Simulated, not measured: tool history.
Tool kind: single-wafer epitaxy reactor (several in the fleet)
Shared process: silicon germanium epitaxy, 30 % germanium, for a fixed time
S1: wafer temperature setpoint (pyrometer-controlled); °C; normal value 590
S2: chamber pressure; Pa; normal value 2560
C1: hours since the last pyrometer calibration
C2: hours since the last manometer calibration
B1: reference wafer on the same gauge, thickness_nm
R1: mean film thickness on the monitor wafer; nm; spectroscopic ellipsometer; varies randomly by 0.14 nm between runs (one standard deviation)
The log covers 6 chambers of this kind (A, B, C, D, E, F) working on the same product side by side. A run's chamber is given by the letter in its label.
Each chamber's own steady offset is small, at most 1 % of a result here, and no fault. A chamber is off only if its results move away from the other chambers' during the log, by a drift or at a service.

{"run": "1F", "hour": 10.2, "S1": 590, "S2": 2560, "C1": 1115.1, "C2": 71.4, "B1": 42.082, "R1": 48.012}
{"run": "2A", "hour": 17.1, "S1": 590, "S2": 2560, "C1": 631.2, "C2": 246.2, "B1": 42.086, "R1": 48.375}
{"run": "3C", "hour": 24.6, "S1": 590, "S2": 2560, "C1": 249.7, "C2": 1543.7, "B1": 42.113, "R1": 47.879}
{"run": "4E", "hour": 34.7, "S1": 590, "S2": 2560, "C1": 2394.9, "C2": 189.0, "B1": 42.087, "R1": 47.979}
{"run": "5D", "hour": 43.5, "S1": 590, "S2": 2560, "C1": 305.2, "C2": 572.5, "B1": 42.079, "R1": 47.987}
{"run": "6B", "hour": 50.7, "S1": 590, "S2": 2560, "C1": 1336.4, "C2": 1656.3, "B1": 42.117, "R1": 48.414}
{"run": "7A", "hour": 60.1, "S1": 590, "S2": 3133, "C1": 674.2, "C2": 289.2, "B1": 42.091, "R1": 52.541}
{"run": "8B", "hour": 71.4, "S1": 590, "S2": 3133, "C1": 1357.1, "C2": 1677.0, "B1": 42.105, "R1": 52.505}
{"run": "9F", "hour": 80.9, "S1": 590, "S2": 3133, "C1": 1185.8, "C2": 142.1, "B1": 42.14, "R1": 52.146}
{"run": "10D", "hour": 90.5, "S1": 590, "S2": 3133, "C1": 352.2, "C2": 619.5, "B1": 42.099, "R1": 51.899}
{"run": "11C", "hour": 97.3, "S1": 590, "S2": 3133, "C1": 322.4, "C2": 1616.4, "B1": 42.101, "R1": 51.906}
{"run": "12E", "hour": 104.3, "S1": 590, "S2": 3133, "C1": 2464.5, "C2": 258.6, "B1": 42.094, "R1": 52.246}
{"run": "13D", "hour": 114.9, "S1": 590, "S2": 2560, "C1": 376.6, "C2": 643.9, "B1": 42.082, "R1": 47.979}
{"run": "14C", "hour": 120.8, "S1": 581, "S2": 2306, "C1": 345.9, "C2": 1639.9, "B1": 42.127, "R1": 38.907}
{"run": "15E", "hour": 129.5, "S1": 581, "S2": 2306, "C1": 2489.7, "C2": 283.8, "B1": 42.07, "R1": 38.988}
{"hour": 131.0, "done": "chamber E: pyrometer calibrated"}
{"run": "16F", "hour": 135.9, "S1": 581, "S2": 2306, "C1": 1240.8, "C2": 197.1, "B1": 42.118, "R1": 39.03}
{"run": "17B", "hour": 146.7, "S1": 581, "S2": 2306, "C1": 1432.4, "C2": 1752.3, "B1": 42.082, "R1": 39.171}
{"run": "18A", "hour": 156.9, "S1": 581, "S2": 2306, "C1": 771.0, "C2": 386.0, "B1": 42.1, "R1": 39.427}
{"run": "19D", "hour": 166.0, "S1": 581, "S2": 2306, "C1": 427.7, "C2": 695.0, "B1": 42.098, "R1": 38.899}
{"run": "20B", "hour": 176.8, "S1": 590, "S2": 2560, "C1": 1462.5, "C2": 1782.4, "B1": 42.108, "R1": 48.31}
{"run": "21A", "hour": 182.7, "S1": 590, "S2": 2560, "C1": 796.8, "C2": 411.8, "B1": 42.111, "R1": 48.786}
{"run": "22E", "hour": 190.2, "S1": 590, "S2": 2560, "C1": 59.2, "C2": 344.5, "B1": 42.084, "R1": 46.817}
{"run": "23F", "hour": 201.4, "S1": 590, "S2": 2560, "C1": 1306.3, "C2": 262.6, "B1": 42.083, "R1": 47.979}
{"run": "24C", "hour": 209.5, "S1": 590, "S2": 2560, "C1": 434.6, "C2": 1728.6, "B1": 42.101, "R1": 47.847}
{"run": "25F", "hour": 217.2, "S1": 590, "S2": 2560, "C1": 1322.1, "C2": 278.4, "B1": 42.088, "R1": 48.112}
{"run": "26C", "hour": 227.5, "S1": 590, "S2": 2560, "C1": 452.6, "C2": 1746.6, "B1": 42.119, "R1": 47.975}
{"run": "27B", "hour": 232.7, "S1": 590, "S2": 2560, "C1": 1518.4, "C2": 1838.3, "B1": 42.103, "R1": 48.459}
{"run": "28D", "hour": 238.0, "S1": 590, "S2": 2946, "C1": 499.7, "C2": 767.0, "B1": 42.087, "R1": 50.683}
{"run": "29E", "hour": 246.2, "S1": 590, "S2": 2946, "C1": 115.2, "C2": 400.5, "B1": 42.106, "R1": 49.964}
{"run": "30A", "hour": 256.3, "S1": 590, "S2": 2946, "C1": 870.4, "C2": 485.4, "B1": 42.108, "R1": 51.432}
{"run": "31D", "hour": 266.7, "S1": 590, "S2": 2946, "C1": 528.4, "C2": 795.7, "B1": 42.09, "R1": 50.931}
{"run": "32C", "hour": 278.2, "S1": 590, "S2": 2946, "C1": 503.3, "C2": 1797.3, "B1": 42.107, "R1": 50.831}
{"run": "33B", "hour": 288.5, "S1": 590, "S2": 2946, "C1": 1574.2, "C2": 1894.1, "B1": 42.099, "R1": 51.133}
{"run": "34E", "hour": 294.4, "S1": 590, "S2": 2560, "C1": 163.4, "C2": 448.7, "B1": 42.087, "R1": 46.78}
{"run": "35F", "hour": 305.2, "S1": 590, "S2": 2560, "C1": 1410.1, "C2": 366.4, "B1": 42.101, "R1": 48.167}
{"run": "36A", "hour": 314.1, "S1": 590, "S2": 2560, "C1": 928.2, "C2": 543.2, "B1": 42.11, "R1": 48.516}
{"run": "37D", "hour": 325.7, "S1": 590, "S2": 2560, "C1": 587.4, "C2": 854.7, "B1": 42.112, "R1": 48.297}
{"run": "38B", "hour": 333.4, "S1": 590, "S2": 2560, "C1": 1619.1, "C2": 1939.0, "B1": 42.105, "R1": 48.606}
{"run": "39C", "hour": 341.2, "S1": 590, "S2": 2560, "C1": 566.3, "C2": 1860.3, "B1": 42.125, "R1": 47.972}
{"run": "40A", "hour": 348.2, "S1": 590, "S2": 2560, "C1": 962.3, "C2": 577.3, "B1": 42.115, "R1": 48.584}

All 6 chambers run these settings next. Forecast each chamber's results:
{"run": "41A", "hour": 356.6, "S1": 590, "S2": 2560, "R1": "?"}
{"run": "41B", "hour": 356.6, "S1": 590, "S2": 2560, "R1": "?"}
{"run": "41C", "hour": 356.6, "S1": 590, "S2": 2560, "R1": "?"}
{"run": "41D", "hour": 356.6, "S1": 590, "S2": 2560, "R1": "?"}
{"run": "41E", "hour": 356.6, "S1": 590, "S2": 2560, "R1": "?"}
{"run": "41F", "hour": 356.6, "S1": 590, "S2": 2560, "R1": "?"}

run=41A R1=48.775
run=41B R1=48.293
run=41C R1=47.966
run=41D R1=48.158
run=41E R1=46.884
run=41F R1=47.973
